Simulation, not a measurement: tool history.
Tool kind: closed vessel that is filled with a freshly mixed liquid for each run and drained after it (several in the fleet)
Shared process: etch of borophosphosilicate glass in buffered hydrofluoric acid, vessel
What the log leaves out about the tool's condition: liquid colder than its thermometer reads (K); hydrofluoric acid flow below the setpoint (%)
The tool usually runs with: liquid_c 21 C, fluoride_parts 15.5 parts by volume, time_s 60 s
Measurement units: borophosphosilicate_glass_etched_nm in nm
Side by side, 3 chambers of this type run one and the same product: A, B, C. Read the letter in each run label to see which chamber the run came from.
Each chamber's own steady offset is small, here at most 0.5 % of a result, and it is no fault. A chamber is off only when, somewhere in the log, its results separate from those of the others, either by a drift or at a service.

run     day  liquid_c  fluoride_parts  time_s  hours since the thermometer was replaced  hours since the hydrofluoric acid flow meter was replaced  read-back film thickness of the borophosphosilicate glass reference wafer, read on the same gauge (nm)  borophosphosilicate_glass_etched_nm
 1C   0.592        21            15.5      60                                       440                                                        547                                                                                                  79.993                               117.48
 2B     1.2        21            15.5      60                                     418.9                                                        251                                                                                                  80.007                               119.18
 3A   1.488        21            15.5      60                                       384                                                       1508                                                                                                  79.991                               120.34
 4A   2.125        21            15.5      60                                     399.3                                                     1523.3                                                                                                  79.998                               117.59
 5C   2.479        21            15.5      60                                     485.3                                                      592.3                                                                                                  80.013                               119.91
 6B   2.825        21              12      60                                     457.9                                                        290                                                                                                  80.006                               153.51
 7B   3.112        21              12      60                                     464.8                                                      296.9                                                                                                  79.993                               152.93
 8C   3.758        21              12      60                                       516                                                        623                                                                                                  79.992                               153.33
 9A   4.288        21            15.5      60                                     451.2                                                     1575.2                                                                                                  79.997                               118.17
10B   4.783        21            15.5      60                                     504.9                                                        337                                                                                                  79.999                               117.66
11C   5.129        21            15.5      60                                     548.9                                                      655.9                                                                                                  80.019                               117.81
12A   5.562        21            15.5      60                                     481.8                                                     1605.8                                                                                                  80.004                               118.98
13C   6.138        21            15.5      60                                     573.1                                                      680.1                                                                                                  80.008                               119.34
14B   6.458        21            15.5      60                                     545.1                                                      377.2                                                                                                  80.008                               117.63
15A   7.083        21            15.5      60                                     518.3                                                     1642.3                                                                                                  79.999                               118.02
16C   7.504        21            15.5      60                                     605.9                                                      712.9                                                                                                  80.003                               116.92
17B   8.133        21            15.5      60                                     585.3                                                      417.4                                                                                                      80                               117.57
18A   8.442        21            15.5      60                                     550.9                                                     1674.9                                                                                                  80.022                               117.93
19A   9.004        21            15.5      60                                     564.4                                                     1688.4                                                                                                  80.011                               118.36
20B    9.45        21            15.5      60                                     616.9                                                        449                                                                                                  80.019                               118.56
21C   9.729        21            15.5      60                                     659.3                                                      766.3                                                                                                  80.016                               117.35
22A  10.229        21            15.5      60                                     593.8                                                     1717.8                                                                                                  80.003                               117.99
     10.479  -- chamber B: thermometer replaced
23C  10.517        21            15.5      60                                     678.2                                                      785.2                                                                                                  79.996                               118.64
     10.729  -- chamber B: hydrofluoric acid flow meter replaced
24B  10.958        21            15.5      60                                      11.6                                                        5.5                                                                                                  80.015                               117.77
25A   11.55        21            15.5      60                                     625.5                                                     1749.5                                                                                                  79.979                               117.74
26B  12.112        21            15.5      60                                      39.3                                                       33.2                                                                                                  80.029                                  118

One chamber off, gauge drift, or nothing amiss beyond the chambers' own small offsets? If it is a chamber, which one, and what is the likeliest cause?

No chamber is off and the gauge is stable; the differences are just each chamber's small, constant offset.
